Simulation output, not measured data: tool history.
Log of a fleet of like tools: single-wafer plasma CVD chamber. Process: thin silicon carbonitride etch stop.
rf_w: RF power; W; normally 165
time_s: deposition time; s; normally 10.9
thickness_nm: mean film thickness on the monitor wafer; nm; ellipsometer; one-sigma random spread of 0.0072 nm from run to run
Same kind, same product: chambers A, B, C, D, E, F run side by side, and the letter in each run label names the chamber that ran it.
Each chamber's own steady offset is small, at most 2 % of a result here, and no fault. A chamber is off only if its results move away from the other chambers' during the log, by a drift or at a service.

| run | hour | rf_w | time_s | hours since the last thermocouple change | hours since the last RF generator calibration | read-back reference wafer on the same gauge, thickness_nm | thickness_nm |
|---|---|---|---|---|---|---|---|
| 1E | 10.1 | 165 | 10.9 | 32.9 | 1591.6 | 5.3003 | 5.8772 |
| 2A | 20.2 | 165 | 10.9 | 1141.6 | 647.8 | 5.3023 | 5.8647 |
| 3B | 28.0 | 165 | 10.9 | 1110.4 | 424.9 | 5.3006 | 5.8543 |
| 4D | 38.7 | 165 | 10.9 | 1504.9 | 1099.3 | 5.3029 | 5.9583 |
| 5C | 48.9 | 165 | 10.9 | 730.6 | 1858.1 | 5.3032 | 5.8739 |
| 6F | 60.0 | 165 | 10.9 | 885.5 | 445.1 | 5.3052 | 5.8498 |
| 7D | 65.2 | 165 | 10.9 | 1531.4 | 1125.8 | 5.3045 | 5.9638 |
| 8B | 74.2 | 165 | 10.9 | 1156.6 | 471.1 | 5.3056 | 5.8741 |
| 9A | 85.2 | 165 | 10.9 | 1206.6 | 712.8 | 5.3065 | 5.8719 |
| 10C | 92.8 | 165 | 10.9 | 774.5 | 1902.0 | 5.3080 | 5.8880 |
| 11E | 100.7 | 165 | 10.9 | 123.5 | 1682.2 | 5.3081 | 5.9135 |
| 12F | 107.3 | 165 | 10.9 | 932.8 | 492.4 | 5.3079 | 5.8629 |
| 13F | 114.8 | 165 | 10.9 | 940.3 | 499.9 | 5.3096 | 5.8691 |
|  | 122.7 | chamber D: RF generator calibrated |
| 14B | 125.7 | 165 | 10.9 | 1208.1 | 522.6 | 5.3108 | 5.8694 |
| 15E | 131.3 | 180 | 9.7 | 154.1 | 1712.8 | 5.3118 | 5.4006 |
| 16A | 140.3 | 180 | 9.7 | 1261.7 | 767.9 | 5.3108 | 5.3441 |
| 17D | 148.2 | 180 | 9.7 | 1614.4 | 25.5 | 5.3141 | 5.4665 |
| 18C | 155.5 | 180 | 9.7 | 837.2 | 1964.7 | 5.3133 | 5.3737 |
| 19F | 165.2 | 180 | 9.7 | 990.7 | 550.3 | 5.3132 | 5.3621 |
| 20E | 174.6 | 180 | 9.7 | 197.4 | 1756.1 | 5.3147 | 5.4027 |
| 21D | 182.2 | 165 | 10.9 | 1648.4 | 59.5 | 5.3148 | 5.9810 |
| 22A | 188.1 | 165 | 10.9 | 1309.5 | 815.7 | 5.3148 | 5.8701 |
| 23B | 197.7 | 165 | 10.9 | 1280.1 | 594.6 | 5.3155 | 5.8708 |
| 24C | 203.0 | 180 | 10.9 | 884.7 | 2012.2 | 5.3157 | 6.0722 |
| 25B | 212.8 | 180 | 10.9 | 1295.2 | 609.7 | 5.3190 | 6.0234 |
| 26C | 223.3 | 180 | 10.9 | 905.0 | 2032.5 | 5.3186 | 6.0564 |
| 27E | 233.5 | 180 | 10.9 | 256.3 | 1815.0 | 5.3193 | 6.0491 |
| 28D | 242.7 | 180 | 10.9 | 1708.9 | 120.0 | 5.3190 | 6.1558 |
| 29A | 251.5 | 180 | 10.9 | 1372.9 | 879.1 | 5.3192 | 6.0127 |
| 30F | 259.2 | 165 | 10.9 | 1084.7 | 644.3 | 5.3204 | 5.8792 |
| 31E | 265.1 | 165 | 10.9 | 287.9 | 1846.6 | 5.3211 | 5.9113 |
| 32A | 274.9 | 165 | 10.9 | 1396.3 | 902.5 | 5.3228 | 5.8675 |
| 33F | 286.1 | 165 | 10.9 | 1111.6 | 671.2 | 5.3248 | 5.8775 |
| 34D | 294.8 | 165 | 10.9 | 1761.0 | 172.1 | 5.3234 | 5.9928 |
| 35C | 302.8 | 165 | 10.9 | 984.5 | 2112.0 | 5.3262 | 5.9171 |
| 36B | 309.8 | 165 | 10.9 | 1392.2 | 706.7 | 5.3255 | 5.8935 |
| 37E | 318.9 | 165 | 10.9 | 341.7 | 1900.4 | 5.3250 | 5.9239 |

The same settings go to every chamber for the next run, one line per chamber below. Forecast the results for each:
| 38A | 327.1 | 165 | 9.8 |  |  |  | ? |
| 38B | 327.1 | 165 | 9.8 |  |  |  | ? |
| 38C | 327.1 | 165 | 9.8 |  |  |  | ? |
| 38D | 327.1 | 165 | 9.8 |  |  |  | ? |
| 38E | 327.1 | 165 | 9.8 |  |  |  | ? |
| 38F | 327.1 | 165 | 9.8 |  |  |  | ? |

| run | thickness_nm |
|---|---|
| 38A | 5.2822 |
| 38B | 5.2989 |
| 38C | 5.3112 |
| 38D | 5.4009 |
| 38E | 5.3124 |
| 38F | 5.2924 |
